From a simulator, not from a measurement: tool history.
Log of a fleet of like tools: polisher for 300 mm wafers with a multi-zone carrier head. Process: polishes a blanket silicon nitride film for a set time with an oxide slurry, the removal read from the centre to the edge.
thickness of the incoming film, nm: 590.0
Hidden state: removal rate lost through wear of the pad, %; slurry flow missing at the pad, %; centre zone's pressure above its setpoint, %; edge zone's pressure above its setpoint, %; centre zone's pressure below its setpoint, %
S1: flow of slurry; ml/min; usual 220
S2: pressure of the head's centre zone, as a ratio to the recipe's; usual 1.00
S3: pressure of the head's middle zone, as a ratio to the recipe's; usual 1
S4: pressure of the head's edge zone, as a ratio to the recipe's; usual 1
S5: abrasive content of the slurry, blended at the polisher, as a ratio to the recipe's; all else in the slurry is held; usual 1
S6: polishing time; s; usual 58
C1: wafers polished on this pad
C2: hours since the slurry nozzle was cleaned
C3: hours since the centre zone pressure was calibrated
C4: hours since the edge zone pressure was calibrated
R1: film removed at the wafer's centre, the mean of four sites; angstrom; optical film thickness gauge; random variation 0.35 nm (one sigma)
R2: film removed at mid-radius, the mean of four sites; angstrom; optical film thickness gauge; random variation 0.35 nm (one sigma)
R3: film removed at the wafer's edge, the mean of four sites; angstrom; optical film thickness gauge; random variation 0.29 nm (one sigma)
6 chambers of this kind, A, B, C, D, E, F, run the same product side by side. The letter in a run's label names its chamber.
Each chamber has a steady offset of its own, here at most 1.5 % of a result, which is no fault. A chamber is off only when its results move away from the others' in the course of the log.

run	day	S1	S2	S3	S4	S5	S6	C1	C2	C3	C4	R1	R2	R3
1F	0.183	220	1.00	1	1	1	58	369	152.9	1324.3	802.7	296.71	295.09	298.99
2A	0.512	220	1.00	1	1	1	58	651	184.3	456.4	88.8	301.87	296.25	299.86
3B	0.700	220	1.00	1	1	1	58	532	123.7	984.2	35.3	292.77	292.85	287.64
# day 0.762: chamber C: worn pad replaced by a new one
4E	0.967	220	1.00	1	1	1	58	790	166.6	455.2	323.4	293.59	289.33	291.57
# day 0.992: chamber A: worn pad replaced by a new one
5D	1.267	220	1.00	1	1	1	58	358	237.4	442.6	1195.6	293.93	292.92	290.23
# day 1.433: chamber E: worn pad replaced by a new one
6C	1.562	220	1.00	1	1	1	58	182	283.7	110.6	119.2	296.82	288.74	300.86
7B	1.750	220	1.00	1	1	1	58	770	148.9	1009.4	60.5	302.27	296.86	299.02
8D	1.938	220	1.00	1	1	1	58	511	253.5	458.7	1211.7	295.16	296.94	287.19
9A	2.250	220	1.00	1	1	1	58	286	226.0	498.1	130.5	292.83	294.40	296.62
10E	2.579	220	1.00	1	1	1	58	261	205.3	493.9	362.1	294.98	287.13	293.78
# day 2.633: chamber D: centre zone pressure recalibrated
11F	2.821	220	1.00	1	1	1	58	969	216.2	1387.6	866.0	302.63	285.41	291.41
# day 2.904: chamber E: edge zone pressure recalibrated
12C	3.012	220	1.00	1	1	1	58	512	318.5	145.4	154.0	290.17	288.74	293.17
13C	3.229	220	1.00	1	1	1	58	561	323.7	150.6	159.2	306.70	293.83	292.31
14B	3.483	220	1.00	1	1	1	58	1164	190.5	1051.0	102.1	291.01	294.87	299.63
15F	3.721	220	1.00	1	1	1	58	1174	237.8	1409.2	887.6	302.26	297.74	294.92
16D	3.996	220	1.00	1	1	1	58	979	302.9	32.8	1261.1	300.74	296.46	290.82
17E	4.229	220	1.00	1	1	1	58	636	244.9	533.5	31.8	296.30	288.44	290.36
# day 4.412: chamber A: worn pad replaced by a new one
18A	4.458	220	1.00	1	1	1	58	11	279.0	551.1	183.5	287.68	296.84	303.55
# day 4.529: chamber F: worn pad replaced by a new one
19B	4.667	220	1.00	1	1	1	58	1433	218.9	1079.4	130.5	292.50	291.25	288.49
# day 4.871: chamber C: worn pad replaced by a new one
20E	4.954	220	1.00	1	1	1	58	801	262.3	550.9	49.2	294.66	287.97	295.16
21C	5.275	220	1.00	1	1	1	58	91	372.8	199.7	208.3	299.55	292.04	295.65
22A	5.533	220	1.00	1	1	1	58	255	304.8	576.9	209.3	297.76	299.00	294.96
23D	5.688	220	1.00	1	1	1	58	1363	343.5	73.4	1301.7	293.86	294.58	284.05
24F	5.888	220	1.00	1	1	1	58	308	289.8	1461.2	939.6	301.33	296.75	292.71
25A	6.046	220	1.00	1	1	1	58	372	317.1	589.2	221.6	293.01	294.21	301.06
# day 6.050: chamber D: worn pad replaced by a new one
# day 6.238: chamber E: worn pad replaced by a new one
# day 6.254: chamber E: centre zone pressure recalibrated
26C	6.275	220	1.00	1	1	1	58	319	396.8	223.7	232.3	300.91	290.38	297.08
27D	6.596	220	1.00	1	1	1	58	124	365.3	95.2	1323.5	297.96	293.67	291.90
28B	6.942	220	1.00	1	1	1	58	1951	273.5	1134.0	185.1	280.06	283.30	281.67
# day 7.200: chamber F: slurry nozzle cleaned
29F	7.221	220	1.00	1	1	1	58	612	0.6	1493.2	971.6	299.20	296.57	296.44
30E	7.442	220	1.00	1	1	1	58	274	322.0	28.5	108.9	290.29	291.64	294.54
# day 7.483: chamber F: centre zone pressure recalibrated
31C	7.629	220	1.00	1	1	1	58	627	429.3	256.2	264.8	298.46	296.55	290.76
32B	7.967	220	1.00	1	1	1	58	2184	298.1	1158.6	209.7	271.52	271.27	272.82
33A	8.254	220	1.00	1	1	1	58	874	370.1	642.2	274.6	287.64	299.40	297.86
34D	8.521	220	1.06	1	1	1	58	562	411.5	141.4	1369.7	314.82	295.09	292.29
35E	8.858	220	1.06	1	1	1	58	596	356.0	62.5	142.9	319.19	289.98	287.55
36F	9.112	220	1.06	1	1	1	58	1042	46.0	39.1	1017.0	321.65	295.23	289.57
37C	9.288	220	1.06	1	1	1	58	1004	469.1	296.0	304.6	313.12	296.24	294.46
38D	9.512	220	1.06	1	1	1	58	788	435.3	165.2	1393.5	310.08	290.13	293.64
39F	9.754	220	1.06	1	1	1	58	1188	61.4	54.5	1032.4	314.95	297.90	292.02

Next, every chamber runs the same settings. What will each give?
40A	10.012	220	1.00	1	1	1	58					?	?	?
40B	10.012	220	1.00	1	1	1	58					?	?	?
40C	10.012	220	1.00	1	1	1	58					?	?	?
40D	10.012	220	1.00	1	1	1	58					?	?	?
40E	10.012	220	1.00	1	1	1	58					?	?	?
40F	10.012	220	1.00	1	1	1	58					?	?	?

run	R1	R2	R3
40A	293.60	298.62	296.77
40B	257.45	261.60	262.70
40C	300.82	294.77	296.21
40D	297.48	298.95	287.20
40E	290.11	286.62	289.22
40F	295.72	294.94	291.62

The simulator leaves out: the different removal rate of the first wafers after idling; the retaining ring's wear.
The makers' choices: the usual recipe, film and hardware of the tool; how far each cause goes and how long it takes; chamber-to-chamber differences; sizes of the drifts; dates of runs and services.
